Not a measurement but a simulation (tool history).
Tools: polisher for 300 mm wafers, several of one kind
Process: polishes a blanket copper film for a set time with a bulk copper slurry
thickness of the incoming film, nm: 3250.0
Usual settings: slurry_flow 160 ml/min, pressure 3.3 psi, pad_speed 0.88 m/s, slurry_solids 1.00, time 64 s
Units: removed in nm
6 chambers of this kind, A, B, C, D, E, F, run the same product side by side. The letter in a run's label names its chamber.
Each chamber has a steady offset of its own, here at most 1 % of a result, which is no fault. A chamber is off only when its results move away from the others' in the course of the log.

run	hour	slurry_flow	pressure	pad_speed	slurry_solids	time	removed
1C	4.7	160	3.3	0.88	1.00	64	668.76
2A	10.1	160	3.3	0.88	1.00	64	672.79
# hour 11.2: chamber F: slurry blender recalibrated
# hour 11.4: chamber D: worn pad replaced by a new one
3B	17.5	160	3.3	0.88	1.00	64	679.66
# hour 21.4: chamber E: head pressure recalibrated
4D	25.2	160	3.3	0.88	1.00	64	666.49
# hour 29.4: chamber F: worn pad replaced by a new one
5F	31.5	160	3.3	0.88	1.00	64	670.90
6E	35.2	160	3.3	0.88	1.00	64	665.96
# hour 39.1: chamber B: head pressure recalibrated
7A	42.1	135	2.4	0.88	1.00	64	462.08
8C	49.3	135	2.4	0.88	1.00	64	470.15
9B	53.0	135	2.4	0.88	1.00	64	463.97
# hour 56.7: chamber C: worn pad replaced by a new one
10F	60.9	135	2.4	0.88	1.00	64	461.02
11D	67.4	135	2.4	0.88	1.00	64	486.76
# hour 73.6: chamber A: worn pad replaced by a new one
# hour 73.7: chamber F: worn pad replaced by a new one
12E	73.9	135	2.4	0.88	1.00	64	459.98
# hour 74.6: chamber D: worn pad replaced by a new one
# hour 76.1: chamber D: slurry nozzle cleaned
# hour 76.9: chamber B: worn pad replaced by a new one
# hour 79.7: chamber E: worn pad replaced by a new one
# hour 81.1: chamber C: slurry blender recalibrated
13F	82.5	160	3.3	0.88	1.00	64	667.40
14A	86.9	160	3.3	0.88	1.00	64	671.00
# hour 87.3: chamber A: head pressure recalibrated
15B	94.4	160	3.3	0.88	1.00	64	654.24
16E	101.8	160	3.3	0.88	1.00	64	650.76
17C	110.4	160	3.3	0.88	0.75	78	760.96
18D	115.2	160	3.3	0.88	0.75	78	772.31
# hour 120.4: chamber C: worn pad replaced by a new one
19B	122.8	160	3.3	0.88	0.75	78	768.33
20A	126.8	160	3.3	0.88	0.75	78	763.24
# hour 127.6: chamber F: worn pad replaced by a new one
# hour 133.6: chamber C: head pressure recalibrated
21C	134.1	160	3.3	0.88	0.75	78	760.86
# hour 137.2: chamber D: worn pad replaced by a new one
22E	142.5	160	3.3	0.88	0.75	78	762.52
23D	148.3	160	3.3	0.88	1.00	64	694.76
24F	152.2	160	3.3	0.88	1.25	75	798.43
25F	156.7	160	3.3	0.88	1.25	75	822.23
26B	160.8	160	3.3	0.88	1.25	75	800.81
# hour 164.8: chamber A: worn pad replaced by a new one
27D	165.9	160	3.3	0.88	1.25	75	835.46
# hour 169.8: chamber E: worn pad replaced by a new one
# hour 170.6: chamber B: worn pad replaced by a new one
28C	171.8	160	3.3	0.88	1.25	75	823.39
# hour 174.7: chamber C: worn pad replaced by a new one
29E	178.9	160	3.3	0.88	1.25	75	800.05
# hour 180.0: chamber F: worn pad replaced by a new one
30A	186.4	160	3.3	0.88	1.00	64	662.78
31F	194.5	160	3.3	0.88	1.00	64	659.70
32D	199.9	160	3.3	0.88	1.00	64	717.31
33A	207.6	160	3.3	0.88	1.00	64	662.08
# hour 210.2: chamber D: worn pad replaced by a new one
34C	215.5	160	3.3	0.88	1.00	64	658.49
# hour 220.8: chamber B: slurry blender recalibrated
35E	222.4	160	3.3	0.88	1.00	64	656.24
# hour 224.3: chamber D: slurry blender recalibrated
36B	227.7	160	3.3	0.88	1.00	64	669.64
# hour 230.1: chamber C: worn pad replaced by a new one
37C	234.5	160	3.3	0.88	1.00	64	665.00
38A	239.3	160	3.3	0.88	1.00	64	649.99
39D	244.7	160	3.3	0.88	1.00	64	726.80

All 6 chambers run these settings next. Forecast each chamber's results:
40A	250.9	205	3.3	0.88	1.00	64	?
40B	250.9	205	3.3	0.88	1.00	64	?
40C	250.9	205	3.3	0.88	1.00	64	?
40D	250.9	205	3.3	0.88	1.00	64	?
40E	250.9	205	3.3	0.88	1.00	64	?
40F	250.9	205	3.3	0.88	1.00	64	?

run	removed
40A	693.10
40B	684.59
40C	682.75
40D	757.08
40E	701.06
40F	679.46
